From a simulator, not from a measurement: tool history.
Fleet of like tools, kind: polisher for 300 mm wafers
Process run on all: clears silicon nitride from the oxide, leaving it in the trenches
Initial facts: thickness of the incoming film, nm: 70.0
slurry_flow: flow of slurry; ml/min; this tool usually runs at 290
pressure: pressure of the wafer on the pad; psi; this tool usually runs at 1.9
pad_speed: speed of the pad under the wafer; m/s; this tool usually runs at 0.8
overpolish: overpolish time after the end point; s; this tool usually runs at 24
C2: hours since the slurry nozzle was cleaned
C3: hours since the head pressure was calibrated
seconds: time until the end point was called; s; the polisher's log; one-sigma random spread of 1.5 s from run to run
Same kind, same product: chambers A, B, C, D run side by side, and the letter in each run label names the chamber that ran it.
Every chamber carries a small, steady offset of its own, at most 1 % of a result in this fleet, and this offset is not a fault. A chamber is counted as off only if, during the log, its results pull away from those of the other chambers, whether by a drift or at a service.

Run 1C, hour 14.4: usual settings; wafers polished on this pad 102; C2 105.2; C3 587.6. Result: seconds 119.21 s.
Run 2D, hour 28.9: usual settings; wafers polished on this pad 766; C2 612.7; C3 76.9. Result: seconds 120.41 s.
Run 3B, hour 40.5: usual settings; wafers polished on this pad 1310; C2 73; C3 1136.3. Result: seconds 119.08 s.
At hour 42.6: chamber B: worn pad replaced by a new one.
Run 4A, hour 53.9: usual settings; wafers polished on this pad 446; C2 226.9; C3 702.5. Result: seconds 118.21 s.
At hour 62.5: chamber D: worn pad replaced by a new one.
Run 5D, hour 68.3: usual settings; wafers polished on this pad 34; C2 652.1; C3 116.3. Result: seconds 118.51 s.
Run 6B, hour 79.6: usual settings; wafers polished on this pad 219; C2 112.1; C3 1175.4. Result: seconds 119.6 s.
At hour 81.6: chamber A: slurry nozzle cleaned.
At hour 83.3: chamber A: worn pad replaced by a new one.
Run 7C, hour 88.7: usual settings; wafers polished on this pad 542; C2 179.5; C3 661.9. Result: seconds 120.64 s.
At hour 94.2: chamber B: head pressure recalibrated.
Run 8A, hour 102.5: usual settings; wafers polished on this pad 114; C2 20.9; C3 751.1. Result: seconds 119.37 s.
At hour 109.7: chamber C: worn pad replaced by a new one.
Run 9B, hour 114: usual settings; wafers polished on this pad 423; C2 146.5; C3 19.9. Result: seconds 118.09 s.
Run 10C, hour 128.9: usual settings; wafers polished on this pad 114; C2 219.7; C3 702.1. Result: seconds 116.91 s.
Run 11D, hour 144.1: usual settings but slurry_flow 360 ml/min; wafers polished on this pad 484; C2 727.9; C3 192.1. Result: seconds 115.82 s.
At hour 149: chamber B: slurry nozzle cleaned.
At hour 154.6: chamber D: slurry nozzle cleaned.
Run 12A, hour 157.8: usual settings but slurry_flow 360 ml/min; wafers polished on this pad 441; C2 76.2; C3 806.4. Result: seconds 116.48 s.
Run 13B, hour 165.7: usual settings but slurry_flow 360 ml/min; wafers polished on this pad 729; C2 16.7; C3 71.6. Result: seconds 114.7 s.
Run 14C, hour 178.6: usual settings but slurry_flow 360 ml/min; wafers polished on this pad 408; C2 269.4; C3 751.8. Result: seconds 114.56 s.
Run 15D, hour 189.1: usual settings; wafers polished on this pad 750; C2 34.5; C3 237.1. Result: seconds 117.44 s.
At hour 194.3: chamber A: worn pad replaced by a new one.
Run 16A, hour 200.4: usual settings; wafers polished on this pad 36; C2 118.8; C3 849. Result: seconds 115.47 s.
Run 17D, hour 214.7: usual settings; wafers polished on this pad 902; C2 60.1; C3 262.7. Result: seconds 120 s.
Run 18C, hour 226.5: usual settings; wafers polished on this pad 692; C2 317.3; C3 799.7. Result: seconds 118.99 s.
At hour 237.1: chamber C: worn pad replaced by a new one.
Run 19A, hour 240.3: usual settings but pressure 1.5 psi; wafers polished on this pad 272; C2 158.7; C3 888.9. Result: seconds 149.14 s.
At hour 243.7: chamber C: slurry nozzle cleaned.
At hour 251.4: chamber D: worn pad replaced by a new one.
At hour 253: chamber B: worn pad replaced by a new one.
Run 20B, hour 255.6: usual settings but pressure 1.5 psi; wafers polished on this pad 15; C2 106.6; C3 161.5. Result: seconds 152.5 s.
Run 21D, hour 266.6: usual settings but pressure 1.5 psi; wafers polished on this pad 90; C2 112; C3 314.6. Result: seconds 150.14 s.
At hour 270.7: chamber A: head pressure recalibrated.
Run 22C, hour 276.9: usual settings but pressure 1.5 psi; wafers polished on this pad 235; C2 33.3; C3 850.1. Result: seconds 149.1 s.
Run 23A, hour 289.3: usual settings; wafers polished on this pad 563; C2 207.7; C3 18.7. Result: seconds 118.79 s.
At hour 291.3: chamber A: worn pad replaced by a new one.
Run 24B, hour 300.2: usual settings; wafers polished on this pad 280; C2 151.2; C3 206.1. Result: seconds 119.35 s.
Run 25C, hour 314.2: usual settings; wafers polished on this pad 456; C2 70.6; C3 887.4. Result: seconds 117.3 s.
At hour 315.8: chamber A: slurry nozzle cleaned.
Run 26B, hour 324.2: usual settings; wafers polished on this pad 422; C2 175.2; C3 230.1. Result: seconds 119.07 s.
Run 27D, hour 332.7: usual settings; wafers polished on this pad 481; C2 178.1; C3 380.7. Result: seconds 117.75 s.
Run 28A, hour 341: usual settings; wafers polished on this pad 294; C2 25.2; C3 70.4. Result: seconds 118.47 s.
Run 29D, hour 349.6: usual settings; wafers polished on this pad 582; C2 195; C3 397.6. Result: seconds 118.88 s.
At hour 361.1: chamber B: slurry nozzle cleaned.
At hour 362.6: chamber C: worn pad replaced by a new one.
Run 30B, hour 364.8: usual settings; wafers polished on this pad 663; C2 3.8; C3 270.7. Result: seconds 116.92 s.
Run 31A, hour 377: usual settings; wafers polished on this pad 507; C2 61.2; C3 106.4. Result: seconds 117.92 s.
Run 32C, hour 386.7: usual settings; wafers polished on this pad 143; C2 143.1; C3 959.9. Result: seconds 116.59 s.
At hour 393.7: chamber A: worn pad replaced by a new one.
Run 33C, hour 401.8: usual settings; wafers polished on this pad 232; C2 158.2; C3 975. Result: seconds 119.72 s.
Run 34A, hour 416.9: usual settings; wafers polished on this pad 137; C2 101.1; C3 146.3. Result: seconds 120.29 s.
Run 35B, hour 424.9: usual settings; wafers polished on this pad 1019; C2 63.9; C3 330.8. Result: seconds 117.65 s.
At hour 426.4: chamber D: worn pad replaced by a new one.
Run 36D, hour 431.9: usual settings; wafers polished on this pad 32; C2 277.3; C3 479.9. Result: seconds 117.63 s.
Run 37C, hour 445.6: usual settings; wafers polished on this pad 492; C2 202; C3 1018.8. Result: seconds 119.86 s.
At hour 447.2: chamber B: worn pad replaced by a new one.
Run 38A, hour 455.7: usual settings; wafers polished on this pad 367; C2 139.9; C3 185.1. Result: seconds 121.5 s.
Run 39D, hour 466.7: usual settings but slurry_flow 230 ml/min, overpolish 17 s; wafers polished on this pad 238; C2 312.1; C3 514.7. Result: seconds 119.41 s.
Run 40B, hour 476.1: usual settings but slurry_flow 230 ml/min, overpolish 17 s; wafers polished on this pad 171; C2 115.1; C3 382. Result: seconds 123.67 s.
Run 41A, hour 488.3: usual settings but slurry_flow 230 ml/min, overpolish 17 s; wafers polished on this pad 560; C2 172.5; C3 217.7. Result: seconds 119.45 s.
Run 42C, hour 502.4: usual settings but slurry_flow 230 ml/min, overpolish 17 s; wafers polished on this pad 828; C2 258.8; C3 1075.6. Result: seconds 122.74 s.
Run 43D, hour 512.9: usual settings; wafers polished on this pad 512; C2 358.3; C3 560.9. Result: seconds 118.01 s.
Run 44B, hour 526.1: usual settings; wafers polished on this pad 467; C2 165.1; C3 432. Result: seconds 117.15 s.

What goes on in this fleet: one chamber off, a drifting gauge, or nothing beyond the chambers' own small offsets? Name the chamber and the cause, if any.

Neither any chamber nor the gauge drifts; the chambers differ only by their own small, steady offsets.
